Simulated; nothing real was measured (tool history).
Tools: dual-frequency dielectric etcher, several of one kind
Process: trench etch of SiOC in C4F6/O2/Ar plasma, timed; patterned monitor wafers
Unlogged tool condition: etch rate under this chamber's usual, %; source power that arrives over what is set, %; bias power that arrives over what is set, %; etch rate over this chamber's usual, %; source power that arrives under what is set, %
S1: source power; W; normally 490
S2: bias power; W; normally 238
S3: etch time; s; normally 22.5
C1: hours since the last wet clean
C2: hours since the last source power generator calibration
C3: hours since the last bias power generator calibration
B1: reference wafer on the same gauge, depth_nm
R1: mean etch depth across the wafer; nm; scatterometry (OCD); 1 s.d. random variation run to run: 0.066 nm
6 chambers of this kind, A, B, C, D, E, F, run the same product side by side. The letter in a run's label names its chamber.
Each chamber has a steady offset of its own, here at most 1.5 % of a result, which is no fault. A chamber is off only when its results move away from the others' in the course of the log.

run	hour	S1	S2	S3	C1	C2	C3	B1	R1
1D	10.3	490	238	22.5	37.7	275.6	1371.7	64.597	55.411
# hour 15.4: chamber F: wet clean of the chamber
2C	23.2	490	238	22.5	172.7	2076.3	1208.6	64.632	55.234
3B	33.9	490	238	22.5	306.9	3185.5	3394.0	64.622	55.747
4F	45.0	490	238	22.5	29.6	1214.7	1732.2	64.624	56.161
5A	58.0	490	238	17.0	332.7	1350.2	967.9	64.623	42.064
6E	67.4	490	238	17.0	327.5	3299.9	643.3	64.645	42.143
7C	81.6	490	238	17.0	231.1	2134.7	1267.0	64.649	41.691
8E	94.8	490	238	17.0	354.9	3327.3	670.7	64.668	42.249
# hour 98.8: chamber E: wet clean of the chamber
9F	102.4	490	238	17.0	87.0	1272.1	1789.6	64.649	42.422
10A	110.9	490	238	17.0	385.6	1403.1	1020.8	64.668	42.062
11B	125.2	490	238	22.5	398.2	3276.8	3485.3	64.683	55.804
12D	133.2	490	238	22.5	160.6	398.5	1494.6	64.704	55.568
13B	146.8	490	238	22.5	419.8	3298.4	3506.9	64.705	55.806
14E	160.7	490	238	27.5	62.0	3393.2	736.6	64.717	68.466
15A	170.8	490	238	27.5	445.5	1463.0	1080.7	64.718	68.220
# hour 171.6: chamber E: source power generator calibrated
16D	185.3	490	238	27.5	212.7	450.6	1546.7	64.730	67.980
17F	195.9	490	238	27.5	180.5	1365.6	1883.1	64.740	68.578
18C	204.8	490	238	27.5	354.3	2257.9	1390.2	64.744	67.548
19B	218.8	490	238	27.5	491.8	3370.4	3578.9	64.754	68.196
# hour 226.5: chamber B: wet clean of the chamber
20E	233.1	490	238	22.5	134.4	61.5	809.0	64.782	55.867
21F	246.3	490	238	22.5	230.9	1416.0	1933.5	64.786	56.234
22A	254.6	490	238	22.5	529.3	1546.8	1164.5	64.790	55.837
23D	264.8	490	238	22.5	292.2	530.1	1626.2	64.789	55.562
24C	273.0	490	238	22.5	422.5	2326.1	1458.4	64.796	55.287
25A	282.8	490	238	22.5	557.5	1575.0	1192.7	64.800	55.781
# hour 288.7: chamber B: source power generator calibrated
26E	294.8	490	238	22.5	196.1	123.2	870.7	64.803	55.894
27D	307.5	490	238	22.5	334.9	572.8	1668.9	64.811	55.598
28B	316.4	490	238	22.5	89.9	27.7	3676.5	64.812	55.866
29F	326.7	490	238	22.5	311.3	1496.4	2013.9	64.831	56.303
# hour 335.3: chamber D: wet clean of the chamber
30C	340.9	490	238	22.5	490.4	2394.0	1526.3	64.849	55.366
31C	350.0	530	238	22.5	499.5	2403.1	1535.4	64.853	57.014
32B	357.6	530	238	22.5	131.1	68.9	3717.7	64.845	57.617
33A	364.0	530	238	22.5	638.7	1656.2	1273.9	64.854	57.559
34F	377.5	530	238	22.5	362.1	1547.2	2064.7	64.876	58.005
35E	388.1	530	238	22.5	289.4	216.5	964.0	64.897	57.813
36D	397.9	530	238	22.5	62.6	663.2	1759.3	64.870	57.468
37D	407.7	490	238	22.5	72.4	673.0	1769.1	64.911	55.735
38F	417.9	490	238	22.5	402.5	1587.6	2105.1	64.884	56.328
39C	427.9	490	238	22.5	577.4	2481.0	1613.3	64.901	55.532

Is one chamber out of step, is the gauge drifting, or do the chambers differ by no more than their own small offsets? For an off chamber, give its letter and the likeliest cause.

Gauge drift. The chambers move together only on paper, and none stands off.
Cause: gauge reads high (%) = 0.486.

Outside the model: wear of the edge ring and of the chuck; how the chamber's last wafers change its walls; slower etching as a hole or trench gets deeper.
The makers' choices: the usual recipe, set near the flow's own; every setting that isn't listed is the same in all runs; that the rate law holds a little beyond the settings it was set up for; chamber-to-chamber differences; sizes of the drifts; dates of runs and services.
